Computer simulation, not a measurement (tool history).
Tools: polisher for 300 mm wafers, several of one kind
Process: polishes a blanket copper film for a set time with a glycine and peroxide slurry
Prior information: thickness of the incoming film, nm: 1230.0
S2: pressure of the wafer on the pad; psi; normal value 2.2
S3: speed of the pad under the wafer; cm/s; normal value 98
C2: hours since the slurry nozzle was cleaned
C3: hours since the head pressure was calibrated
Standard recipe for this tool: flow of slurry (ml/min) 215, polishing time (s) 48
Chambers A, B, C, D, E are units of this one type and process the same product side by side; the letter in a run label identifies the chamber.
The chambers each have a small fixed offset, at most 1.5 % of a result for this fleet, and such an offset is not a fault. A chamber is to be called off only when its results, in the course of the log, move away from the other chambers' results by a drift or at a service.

{"hour": 3.7, "done": "chamber A: slurry nozzle cleaned"}
{"run": "1A", "hour": 7.2, "flow of slurry (ml/min)": 215, "S2": 2.2, "S3": 98, "polishing time (s)": 48, "wafers polished on this pad": 450, "C2": 3.5, "C3": 611.0, "film removed (angstrom)": 2452.8}
{"run": "2D", "hour": 11.4, "flow of slurry (ml/min)": 215, "S2": 2.2, "S3": 98, "polishing time (s)": 48, "wafers polished on this pad": 362, "C2": 843.4, "C3": 329.9, "film removed (angstrom)": 2446.9}
{"hour": 14.9, "done": "chamber D: slurry nozzle cleaned"}
{"run": "3E", "hour": 17.0, "flow of slurry (ml/min)": 215, "S2": 2.2, "S3": 98, "polishing time (s)": 48, "wafers polished on this pad": 508, "C2": 537.1, "C3": 1020.0, "film removed (angstrom)": 2416.2}
{"run": "4C", "hour": 21.0, "flow of slurry (ml/min)": 215, "S2": 2.2, "S3": 98, "polishing time (s)": 48, "wafers polished on this pad": 705, "C2": 202.8, "C3": 529.9, "film removed (angstrom)": 2432.6}
{"run": "5B", "hour": 24.6, "flow of slurry (ml/min)": 170, "S2": 2.2, "S3": 98, "polishing time (s)": 61, "wafers polished on this pad": 457, "C2": 219.6, "C3": 1148.1, "film removed (angstrom)": 3000.2}
{"hour": 26.6, "done": "chamber C: worn pad replaced by a new one"}
{"run": "6C", "hour": 32.3, "flow of slurry (ml/min)": 170, "S2": 2.2, "S3": 98, "polishing time (s)": 61, "wafers polished on this pad": 33, "C2": 214.1, "C3": 541.2, "film removed (angstrom)": 3026.3}
{"run": "7A", "hour": 38.1, "flow of slurry (ml/min)": 170, "S2": 2.2, "S3": 98, "polishing time (s)": 61, "wafers polished on this pad": 633, "C2": 34.4, "C3": 641.9, "film removed (angstrom)": 2987.8}
{"hour": 39.8, "done": "chamber B: head pressure recalibrated"}
{"hour": 42.9, "done": "chamber E: worn pad replaced by a new one"}
{"run": "8B", "hour": 44.3, "flow of slurry (ml/min)": 170, "S2": 2.2, "S3": 98, "polishing time (s)": 61, "wafers polished on this pad": 573, "C2": 239.3, "C3": 4.5, "film removed (angstrom)": 2995.1}
{"run": "9D", "hour": 51.3, "flow of slurry (ml/min)": 170, "S2": 2.2, "S3": 98, "polishing time (s)": 61, "wafers polished on this pad": 598, "C2": 36.4, "C3": 369.8, "film removed (angstrom)": 2985.2}
{"run": "10E", "hour": 55.2, "flow of slurry (ml/min)": 215, "S2": 2.2, "S3": 98, "polishing time (s)": 48, "wafers polished on this pad": 72, "C2": 575.3, "C3": 1058.2, "film removed (angstrom)": 2418.5}
{"run": "11E", "hour": 62.2, "flow of slurry (ml/min)": 215, "S2": 2.2, "S3": 98, "polishing time (s)": 48, "wafers polished on this pad": 114, "C2": 582.3, "C3": 1065.2, "film removed (angstrom)": 2413.3}
{"hour": 64.5, "done": "chamber C: head pressure recalibrated"}
{"run": "12D", "hour": 66.1, "flow of slurry (ml/min)": 215, "S2": 2.2, "S3": 98, "polishing time (s)": 48, "wafers polished on this pad": 685, "C2": 51.2, "C3": 384.6, "film removed (angstrom)": 2450.3}
{"run": "13A", "hour": 70.5, "flow of slurry (ml/min)": 215, "S2": 2.2, "S3": 98, "polishing time (s)": 48, "wafers polished on this pad": 824, "C2": 66.8, "C3": 674.3, "film removed (angstrom)": 2454.3}
{"run": "14B", "hour": 78.4, "flow of slurry (ml/min)": 215, "S2": 2.2, "S3": 74, "polishing time (s)": 48, "wafers polished on this pad": 774, "C2": 273.4, "C3": 38.6, "film removed (angstrom)": 1972.6}
{"run": "15C", "hour": 84.2, "flow of slurry (ml/min)": 215, "S2": 2.2, "S3": 74, "polishing time (s)": 48, "wafers polished on this pad": 340, "C2": 266.0, "C3": 19.7, "film removed (angstrom)": 2005.3}
{"hour": 88.2, "done": "chamber A: head pressure recalibrated"}
{"run": "16D", "hour": 91.4, "flow of slurry (ml/min)": 215, "S2": 2.2, "S3": 74, "polishing time (s)": 48, "wafers polished on this pad": 834, "C2": 76.5, "C3": 409.9, "film removed (angstrom)": 1974.4}
{"run": "17E", "hour": 96.4, "flow of slurry (ml/min)": 215, "S2": 2.2, "S3": 74, "polishing time (s)": 48, "wafers polished on this pad": 315, "C2": 616.5, "C3": 1099.4, "film removed (angstrom)": 1972.0}
{"run": "18C", "hour": 101.7, "flow of slurry (ml/min)": 215, "S2": 2.2, "S3": 74, "polishing time (s)": 48, "wafers polished on this pad": 443, "C2": 283.5, "C3": 37.2, "film removed (angstrom)": 2011.6}
{"run": "19B", "hour": 106.1, "flow of slurry (ml/min)": 215, "S2": 2.2, "S3": 98, "polishing time (s)": 48, "wafers polished on this pad": 938, "C2": 301.1, "C3": 66.3, "film removed (angstrom)": 2412.7}
{"run": "20A", "hour": 111.2, "flow of slurry (ml/min)": 215, "S2": 2.2, "S3": 98, "polishing time (s)": 48, "wafers polished on this pad": 1064, "C2": 107.5, "C3": 23.0, "film removed (angstrom)": 2203.1}
{"run": "21A", "hour": 116.0, "flow of slurry (ml/min)": 215, "S2": 2.2, "S3": 98, "polishing time (s)": 48, "wafers polished on this pad": 1092, "C2": 112.3, "C3": 27.8, "film removed (angstrom)": 2189.8}
{"run": "22D", "hour": 123.6, "flow of slurry (ml/min)": 215, "S2": 2.2, "S3": 98, "polishing time (s)": 48, "wafers polished on this pad": 1024, "C2": 108.7, "C3": 442.1, "film removed (angstrom)": 2476.8}
{"run": "23E", "hour": 130.4, "flow of slurry (ml/min)": 260, "S2": 2.2, "S3": 98, "polishing time (s)": 39, "wafers polished on this pad": 516, "C2": 650.5, "C3": 1133.4, "film removed (angstrom)": 2006.0}
{"run": "24C", "hour": 134.3, "flow of slurry (ml/min)": 260, "S2": 2.2, "S3": 98, "polishing time (s)": 39, "wafers polished on this pad": 635, "C2": 316.1, "C3": 69.8, "film removed (angstrom)": 2075.4}
{"hour": 134.9, "done": "chamber D: worn pad replaced by a new one"}
{"run": "25B", "hour": 137.8, "flow of slurry (ml/min)": 260, "S2": 2.2, "S3": 98, "polishing time (s)": 39, "wafers polished on this pad": 1125, "C2": 332.8, "C3": 98.0, "film removed (angstrom)": 2032.4}
{"run": "26A", "hour": 142.4, "flow of slurry (ml/min)": 260, "S2": 2.2, "S3": 98, "polishing time (s)": 39, "wafers polished on this pad": 1248, "C2": 138.7, "C3": 54.2, "film removed (angstrom)": 1836.3}
{"hour": 143.1, "done": "chamber B: worn pad replaced by a new one"}
{"hour": 147.0, "done": "chamber A: worn pad replaced by a new one"}
{"run": "27D", "hour": 147.7, "flow of slurry (ml/min)": 260, "S2": 2.2, "S3": 98, "polishing time (s)": 39, "wafers polished on this pad": 75, "C2": 132.8, "C3": 466.2, "film removed (angstrom)": 2060.6}
{"run": "28B", "hour": 155.7, "flow of slurry (ml/min)": 215, "S2": 2.2, "S3": 98, "polishing time (s)": 48, "wafers polished on this pad": 74, "C2": 350.7, "C3": 115.9, "film removed (angstrom)": 2356.2}
{"hour": 159.0, "done": "chamber E: slurry nozzle cleaned"}
{"hour": 159.1, "done": "chamber C: worn pad replaced by a new one"}
{"run": "29E", "hour": 161.4, "flow of slurry (ml/min)": 265, "S2": 2.2, "S3": 98, "polishing time (s)": 53, "wafers polished on this pad": 699, "C2": 2.4, "C3": 1164.4, "film removed (angstrom)": 2776.4}
{"run": "30C", "hour": 168.3, "flow of slurry (ml/min)": 265, "S2": 2.2, "S3": 98, "polishing time (s)": 53, "wafers polished on this pad": 54, "C2": 350.1, "C3": 103.8, "film removed (angstrom)": 2779.4}
{"hour": 171.9, "done": "chamber E: worn pad replaced by a new one"}
{"run": "31B", "hour": 172.2, "flow of slurry (ml/min)": 265, "S2": 2.2, "S3": 98, "polishing time (s)": 53, "wafers polished on this pad": 171, "C2": 367.2, "C3": 132.4, "film removed (angstrom)": 2770.4}
{"run": "32C", "hour": 176.6, "flow of slurry (ml/min)": 265, "S2": 2.2, "S3": 98, "polishing time (s)": 53, "wafers polished on this pad": 103, "C2": 358.4, "C3": 112.1, "film removed (angstrom)": 2832.6}
{"run": "33E", "hour": 180.6, "flow of slurry (ml/min)": 265, "S2": 2.2, "S3": 98, "polishing time (s)": 53, "wafers polished on this pad": 51, "C2": 21.6, "C3": 1183.6, "film removed (angstrom)": 2782.6}
{"run": "34A", "hour": 188.3, "flow of slurry (ml/min)": 215, "S2": 2.2, "S3": 98, "polishing time (s)": 48, "wafers polished on this pad": 243, "C2": 184.6, "C3": 100.1, "film removed (angstrom)": 2185.5}

Is one chamber out of step, is the gauge drifting, or do the chambers differ by no more than their own small offsets? For an off chamber, give its letter and the likeliest cause.

Chamber A has stood off from the others ever since a service on it.
Likeliest cause: head's pressure below its setpoint, % = 11.1.

Below are 4 candidate recipes for chamber A's next run, each the usual settings with a change, their results shown as question marks. Which of them brings A's results back in line with what the other chambers give on the usual settings?
A result is in line if it is within this distance of the other chambers' mean on the usual settings: film removed (angstrom) 100.0
{"run": "35A-1", "hour": 194.1, "flow of slurry (ml/min)": 215, "S2": 2.5, "S3": 98, "polishing time (s)": 48, "film removed (angstrom)": "?"}
{"run": "35A-2", "hour": 194.1, "flow of slurry (ml/min)": 215, "S2": 2.3, "S3": 98, "polishing time (s)": 48, "film removed (angstrom)": "?"}
{"run": "35A-3", "hour": 194.1, "flow of slurry (ml/min)": 215, "S2": 2.1, "S3": 98, "polishing time (s)": 48, "film removed (angstrom)": "?"}
{"run": "35A-4", "hour": 194.1, "flow of slurry (ml/min)": 215, "S2": 2.1, "S3": 96, "polishing time (s)": 46, "film removed (angstrom)": "?"}

Other chambers, usual settings, mean: film removed (angstrom) 2448.2
run=35A-1 film_removed_(angstrom)=2473.3
run=35A-2 film_removed_(angstrom)=2315.7
run=35A-3 film_removed_(angstrom)=2158.1
run=35A-4 film_removed_(angstrom)=2036.1
The answer is 35A-1, which returns the chamber to within the allowed miss of the others.

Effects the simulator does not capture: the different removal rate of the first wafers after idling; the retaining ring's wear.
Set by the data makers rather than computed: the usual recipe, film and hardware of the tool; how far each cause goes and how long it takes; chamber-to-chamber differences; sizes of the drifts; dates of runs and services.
